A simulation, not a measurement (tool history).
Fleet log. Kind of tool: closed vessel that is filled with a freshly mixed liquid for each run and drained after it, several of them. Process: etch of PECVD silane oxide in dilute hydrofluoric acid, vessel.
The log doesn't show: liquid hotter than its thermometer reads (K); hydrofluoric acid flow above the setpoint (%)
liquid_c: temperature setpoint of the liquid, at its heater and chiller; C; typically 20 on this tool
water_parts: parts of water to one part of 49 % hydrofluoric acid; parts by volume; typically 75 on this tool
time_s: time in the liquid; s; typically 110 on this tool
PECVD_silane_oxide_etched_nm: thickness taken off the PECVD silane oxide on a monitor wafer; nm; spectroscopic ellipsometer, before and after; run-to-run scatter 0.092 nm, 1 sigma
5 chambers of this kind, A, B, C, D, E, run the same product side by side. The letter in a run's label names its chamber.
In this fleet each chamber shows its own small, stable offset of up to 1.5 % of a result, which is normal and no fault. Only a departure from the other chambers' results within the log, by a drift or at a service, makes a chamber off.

run   hour  liquid_c  water_parts  time_s  hours since the thermometer was replaced  hours since the hydrofluoric acid flow meter was replaced  read-back film thickness of the PECVD silane oxide reference wafer, read on the same gauge (nm)  PECVD_silane_oxide_etched_nm
 1A    9.4        20           75     110                                      76.3                                                      622.9                                                                                           140.04                        19.207
 2D   17.4        20           75     110                                    2123.9                                                      898.9                                                                                           139.99                        19.207
 3C   27.8        20           75     110                                     846.1                                                     1742.3                                                                                           140.03                        19.231
 4B   37.7        20           75     110                                    1699.5                                                      821.2                                                                                           140.02                        19.372
 5E   44.1        20           75     110                                     407.2                                                     1252.5                                                                                           139.96                        19.404
 6A   50.4        20           75     110                                     117.3                                                      663.9                                                                                           139.99                        19.138
      55.8  -- chamber B: thermometer replaced
 7C   63.8        20           75     110                                     882.1                                                     1778.3                                                                                           139.98                        19.386
 8B   70.6        20           75     110                                      14.9                                                      854.1                                                                                           139.97                        19.282
 9D   79.8        20           75     110                                    2186.3                                                      961.3                                                                                           139.99                         19.24
10E   88.1        20           75     110                                     451.2                                                     1296.5                                                                                           140.01                        19.338
11A    100        20           75     110                                     166.9                                                      713.5                                                                                           139.95                        19.348
12C    106      24.5           75     110                                     924.3                                                     1820.5                                                                                           139.97                        23.058
13E  114.6      24.5           75     110                                     477.7                                                       1323                                                                                           140.02                        23.361
14D  124.1      24.5           75     110                                    2230.6                                                     1005.6                                                                                           140.01                        22.919
15B  133.8      24.5           75     110                                      78.1                                                      917.3                                                                                           140.02                        23.298
16E    147      24.5           75     110                                     510.1                                                     1355.4                                                                                           140.03                        23.509
17C    157        20           75     110                                     975.3                                                     1871.5                                                                                           140.01                        19.384
     158.9  -- chamber C: hydrofluoric acid flow meter replaced
18A  168.4        20           75     110                                     235.3                                                      781.9                                                                                           139.97                        19.203
19D  174.4        20           55     110                                    2280.9                                                     1055.9                                                                                              140                        26.472
20B  182.5        20           55     110                                     126.8                                                        966                                                                                           140.01                        26.874
21B  189.6        20           55     110                                     133.9                                                      973.1                                                                                           139.98                        27.186
22D  201.8        20           55     110                                    2308.3                                                     1083.3                                                                                           140.01                        26.645
23C  212.8        20           55     110                                    1031.1                                                         54                                                                                           139.98                         26.71
24E  220.3        20           75     110                                     583.4                                                     1428.7                                                                                           139.99                        19.327
25A  232.2        20           75     110                                     299.1                                                      845.7                                                                                           140.03                        19.279
     239.5  -- chamber C: thermometer replaced
26C  243.9        20          110     110                                       4.4                                                       85.1                                                                                              140                        12.543
27A  253.1        20          110     110                                       320                                                      866.6                                                                                           140.04                        12.663
28D    263        20          110     110                                    2369.5                                                     1144.5                                                                                           139.99                        12.578
29E  276.3        20          110     110                                     639.4                                                     1484.7                                                                                           140.02                         12.58
30B  289.5        20          110     110                                     233.8                                                       1073                                                                                           140.02                        12.801
31A  297.3        20           75     110                                     364.2                                                      910.8                                                                                           139.99                        19.208
32E  306.9        20           90     110                                       670                                                     1515.3                                                                                           139.99                        15.893
     308.6  -- chamber D: thermometer replaced
33C    317        20           90     110                                      77.5                                                      158.2                                                                                              140                        15.752
34D    328        20           90     110                                      19.5                                                     1209.5                                                                                           139.99                         15.62
35B  338.8        20           90     110                                     283.1                                                     1122.3                                                                                           139.96                        15.967
36B  344.6        20           90     110                                     288.9                                                     1128.1                                                                                              140                        16.017
37C  352.8        20           75     110                                     113.3                                                        194                                                                                           140.02                        19.246
38E    360        20           75     110                                     723.1                                                     1568.4                                                                                           140.03                        19.547
39D  369.8        20          105     110                                      61.3                                                     1251.3                                                                                           139.98                        13.303

For the next run the whole fleet of 5 chambers uses the same settings. Give each chamber's results:
40A  379.4        20           75     110                                                                                                                                                                                                                                   ?
40B  379.4        20           75     110                                                                                                                                                                                                                                   ?
40C  379.4        20           75     110                                                                                                                                                                                                                                   ?
40D  379.4        20           75     110                                                                                                                                                                                                                                   ?
40E  379.4        20           75     110                                                                                                                                                                                                                                   ?

run  PECVD_silane_oxide_etched_nm
40A                        19.356
40B                        19.335
40C                        19.384
40D                        19.174
40E                        19.281
